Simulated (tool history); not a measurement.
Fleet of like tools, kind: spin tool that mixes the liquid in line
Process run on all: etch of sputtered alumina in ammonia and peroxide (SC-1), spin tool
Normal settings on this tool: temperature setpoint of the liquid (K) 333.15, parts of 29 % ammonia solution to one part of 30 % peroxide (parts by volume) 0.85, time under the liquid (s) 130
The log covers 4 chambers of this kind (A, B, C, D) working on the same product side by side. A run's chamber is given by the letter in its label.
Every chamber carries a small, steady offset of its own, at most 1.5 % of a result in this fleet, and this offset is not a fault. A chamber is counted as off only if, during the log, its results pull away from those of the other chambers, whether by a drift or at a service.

| run | hour | temperature setpoint of the liquid (K) | parts of 29 % ammonia solution to one part of 30 % peroxide (parts by volume) | time under the liquid (s) | hours since the thermometer was replaced | hours since the ammonia flow meter was replaced | hours since the heated supply line was repaired | hours since the drum of ammonia solution was connected | read-back film thickness of the sputtered alumina reference wafer, read on the same gauge (nm) | thickness taken off the sputtered alumina on a monitor wafer (Å) |
|---|---|---|---|---|---|---|---|---|---|---|
| 1A | 4.2 | 333.15 | 0.85 | 130 | 1769.8 | 416.1 | 1139.1 | 298.9 | 80.008 | 67.301 |
| 2B | 8.3 | 333.15 | 0.85 | 130 | 941.5 | 310.8 | 602.6 | 729.4 | 79.997 | 66.965 |
| 3D | 15.5 | 333.15 | 0.85 | 130 | 814.1 | 439.2 | 642.3 | 304.9 | 80.003 | 66.930 |
| 4C | 22.6 | 333.15 | 0.85 | 130 | 1221.3 | 603.1 | 1872.9 | 593.7 | 80.027 | 66.461 |
|  | 26.9 | chamber B: new drum of ammonia solution connected |
| 5D | 28.0 | 333.15 | 0.85 | 130 | 826.6 | 451.7 | 654.8 | 317.4 | 79.987 | 67.387 |
| 6C | 34.0 | 333.15 | 0.85 | 130 | 1232.7 | 614.5 | 1884.3 | 605.1 | 79.989 | 66.680 |
| 7A | 42.4 | 333.15 | 0.85 | 130 | 1808.0 | 454.3 | 1177.3 | 337.1 | 80.002 | 67.182 |
|  | 46.6 | chamber A: heated supply line repaired |
| 8B | 46.6 | 333.15 | 0.85 | 130 | 979.8 | 349.1 | 640.9 | 19.8 | 80.010 | 66.742 |
| 9C | 54.1 | 333.15 | 0.85 | 130 | 1252.8 | 634.6 | 1904.4 | 625.2 | 79.987 | 66.462 |
| 10D | 59.5 | 333.15 | 0.85 | 130 | 858.1 | 483.2 | 686.3 | 348.9 | 79.983 | 67.164 |
| 11B | 65.3 | 333.15 | 0.85 | 130 | 998.5 | 367.8 | 659.6 | 38.5 | 79.984 | 66.994 |
| 12A | 72.8 | 333.15 | 0.85 | 130 | 1838.4 | 484.7 | 26.3 | 367.5 | 80.008 | 67.538 |
| 13A | 76.9 | 333.15 | 0.85 | 130 | 1842.5 | 488.8 | 30.4 | 371.6 | 79.988 | 67.568 |
| 14B | 84.4 | 333.15 | 0.85 | 130 | 1017.6 | 386.9 | 678.7 | 57.6 | 80.004 | 66.313 |
| 15C | 92.7 | 333.15 | 0.85 | 130 | 1291.4 | 673.2 | 1943.0 | 663.8 | 80.025 | 66.360 |
| 16D | 97.4 | 333.15 | 0.85 | 175 | 896.0 | 521.1 | 724.2 | 386.8 | 79.992 | 91.355 |
| 17A | 104.4 | 333.15 | 0.85 | 175 | 1870.0 | 516.3 | 57.9 | 399.1 | 79.972 | 90.831 |
| 18B | 109.7 | 333.15 | 0.85 | 175 | 1042.9 | 412.2 | 704.0 | 82.9 | 79.992 | 89.531 |
| 19D | 115.6 | 333.15 | 0.85 | 175 | 914.2 | 539.3 | 742.4 | 405.0 | 80.005 | 90.347 |
| 20C | 120.9 | 328.15 | 0.85 | 180 | 1319.6 | 701.4 | 1971.2 | 692.0 | 79.984 | 71.413 |
| 21D | 128.2 | 328.15 | 0.85 | 180 | 926.8 | 551.9 | 755.0 | 417.6 | 80.013 | 71.927 |
| 22C | 134.1 | 328.15 | 0.85 | 180 | 1332.8 | 714.6 | 1984.4 | 705.2 | 79.997 | 70.972 |
| 23A | 138.9 | 328.15 | 0.85 | 180 | 1904.5 | 550.8 | 92.4 | 433.6 | 80.006 | 72.205 |
| 24B | 144.0 | 333.15 | 0.85 | 130 | 1077.2 | 446.5 | 738.3 | 117.2 | 80.007 | 66.887 |
| 25D | 150.3 | 333.15 | 0.85 | 130 | 948.9 | 574.0 | 777.1 | 439.7 | 80.019 | 67.286 |
| 26B | 155.7 | 333.15 | 0.85 | 130 | 1088.9 | 458.2 | 750.0 | 128.9 | 80.003 | 66.921 |
| 27C | 162.2 | 342.65 | 1.10 | 130 | 1360.9 | 742.7 | 2012.5 | 733.3 | 79.996 | 110.080 |
| 28A | 167.8 | 342.65 | 1.10 | 130 | 1933.4 | 579.7 | 121.3 | 462.5 | 79.993 | 110.670 |
| 29C | 176.5 | 342.65 | 1.10 | 130 | 1375.2 | 757.0 | 2026.8 | 747.6 | 79.978 | 109.220 |
| 30B | 181.1 | 342.65 | 1.10 | 130 | 1114.3 | 483.6 | 775.4 | 154.3 | 79.983 | 109.480 |
| 31D | 188.9 | 333.15 | 0.85 | 130 | 987.5 | 612.6 | 815.7 | 478.3 | 80.004 | 67.138 |
| 32A | 193.2 | 333.15 | 0.85 | 130 | 1958.8 | 605.1 | 146.7 | 487.9 | 79.977 | 67.292 |
| 33D | 200.4 | 333.15 | 0.85 | 130 | 999.0 | 624.1 | 827.2 | 489.8 | 79.984 | 67.250 |
| 34C | 205.6 | 333.15 | 0.85 | 160 | 1404.3 | 786.1 | 2055.9 | 776.7 | 80.006 | 81.324 |
| 35B | 212.7 | 333.15 | 0.85 | 160 | 1145.9 | 515.2 | 807.0 | 185.9 | 80.009 | 82.196 |
| 36A | 219.1 | 333.15 | 0.85 | 160 | 1984.7 | 631.0 | 172.6 | 513.8 | 80.006 | 83.222 |
| 37A | 225.8 | 333.15 | 0.85 | 160 | 1991.4 | 637.7 | 179.3 | 520.5 | 79.999 | 82.646 |

Next, every chamber runs the same settings. What will each give?
| 38A | 232.1 | 333.15 | 0.85 | 130 |  |  |  |  |  | ? |
| 38B | 232.1 | 333.15 | 0.85 | 130 |  |  |  |  |  | ? |
| 38C | 232.1 | 333.15 | 0.85 | 130 |  |  |  |  |  | ? |
| 38D | 232.1 | 333.15 | 0.85 | 130 |  |  |  |  |  | ? |

| run | thickness taken off the sputtered alumina on a monitor wafer (Å) |
|---|---|
| 38A | 67.327 |
| 38B | 66.480 |
| 38C | 66.496 |
| 38D | 67.415 |
